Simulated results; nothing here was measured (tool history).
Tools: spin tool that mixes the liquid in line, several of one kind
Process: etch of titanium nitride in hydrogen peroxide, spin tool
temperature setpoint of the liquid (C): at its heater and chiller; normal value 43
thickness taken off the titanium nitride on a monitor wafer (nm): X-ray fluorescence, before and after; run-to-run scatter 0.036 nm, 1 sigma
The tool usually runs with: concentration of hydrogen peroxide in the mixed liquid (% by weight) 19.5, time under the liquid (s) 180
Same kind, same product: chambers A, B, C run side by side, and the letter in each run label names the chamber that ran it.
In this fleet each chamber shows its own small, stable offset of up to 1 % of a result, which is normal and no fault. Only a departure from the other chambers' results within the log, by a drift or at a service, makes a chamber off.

run   hour  temperature setpoint of the liquid (C)  concentration of hydrogen peroxide in the mixed liquid (% by weight)  time under the liquid (s)  read-back film thickness of the titanium nitride reference wafer, read on the same gauge (nm)  thickness taken off the titanium nitride on a monitor wafer (nm)
 1B    5.1                                      43                                                                  19.5                        180                                                                                         49.991                                                            2.7577
 2C    8.5                                      43                                                                  19.5                        180                                                                                         50.028                                                            2.7354
 3A   13.6                                      43                                                                  19.5                        180                                                                                         49.963                                                            2.6925
 4B   17.7                                      43                                                                  19.5                        180                                                                                         49.987                                                            2.7293
 5A   21.6                                      43                                                                    16                        285                                                                                         50.004                                                            4.1325
 6C   24.8                                      43                                                                    16                        285                                                                                         50.021                                                            4.0963
 7C   30.2                                      43                                                                    16                        285                                                                                         49.972                                                            4.2222
 8A   34.5                                      43                                                                    16                        180                                                                                         50.006                                                            2.6483
 9B   38.3                                      43                                                                    16                        180                                                                                         49.964                                                            2.6034
10C   41.3                                      43                                                                    16                        180                                                                                         50.019                                                            2.5619
11A   45.2                                      43                                                                  19.5                        180                                                                                         49.984                                                            2.7792
12B   49.7                                      43                                                                  19.5                        180                                                                                         50.015                                                            2.6891
13C     54                                      43                                                                  19.5                        180                                                                                         50.004                                                             2.799
14B   57.5                                      43                                                                  19.5                        180                                                                                         49.986                                                            2.7091
15A   62.4                                      43                                                                  19.5                        180                                                                                         49.958                                                            2.7244
16C     66                                      43                                                                  19.5                        180                                                                                         49.957                                                            2.8308
17B   69.7                                      43                                                                  19.5                        180                                                                                         49.996                                                            2.7022
18A   75.5                                      43                                                                  19.5                        180                                                                                         49.984                                                            2.7771
19B   78.6                                      43                                                                  19.5                        180                                                                                         49.974                                                            2.7332
      80.6  -- chamber A: peroxide flow meter replaced
20A   82.7                                      43                                                                  19.5                        180                                                                                         50.004                                                            2.7631
21C   87.5                                      34                                                                  19.5                        145                                                                                         50.009                                                            1.1767
22C   93.7                                      34                                                                  19.5                        145                                                                                         50.024                                                            1.1891
23A   98.7                                      34                                                                  19.5                        145                                                                                         50.034                                                            1.0802
24B  101.9                                      43                                                                  19.5                        180                                                                                         50.009                                                            2.7181
25B  107.1                                      43                                                                  19.5                        180                                                                                         50.028                                                            2.6791
26C  111.8                                      43                                                                  19.5                        180                                                                                         50.015                                                            3.0914
27A  114.7                                      51                                                                  19.5                        230                                                                                         49.987                                                            6.4426
28C  119.6                                      51                                                                  19.5                        230                                                                                         49.946                                                            7.3371
29B  125.5                                      51                                                                  19.5                        230                                                                                         49.991                                                              6.19
30A    130                                      43                                                                  19.5                        180                                                                                         50.004                                                            2.7134
31A  135.5                                      43                                                                  19.5                        180                                                                                          50.02                                                             2.714

For the next run the whole fleet of 3 chambers uses the same settings. Give each chamber's results:
32A   140                                      43                                                                  19.5                        180                                                                                                                                                                ?
32B   140                                      43                                                                  19.5                        180                                                                                                                                                                ?
32C   140                                      43                                                                  19.5                        180                                                                                                                                                                ?

run  thickness taken off the titanium nitride on a monitor wafer (nm)
32A                                                             2.744
32B                                                            2.7885
32C                                                            3.2169
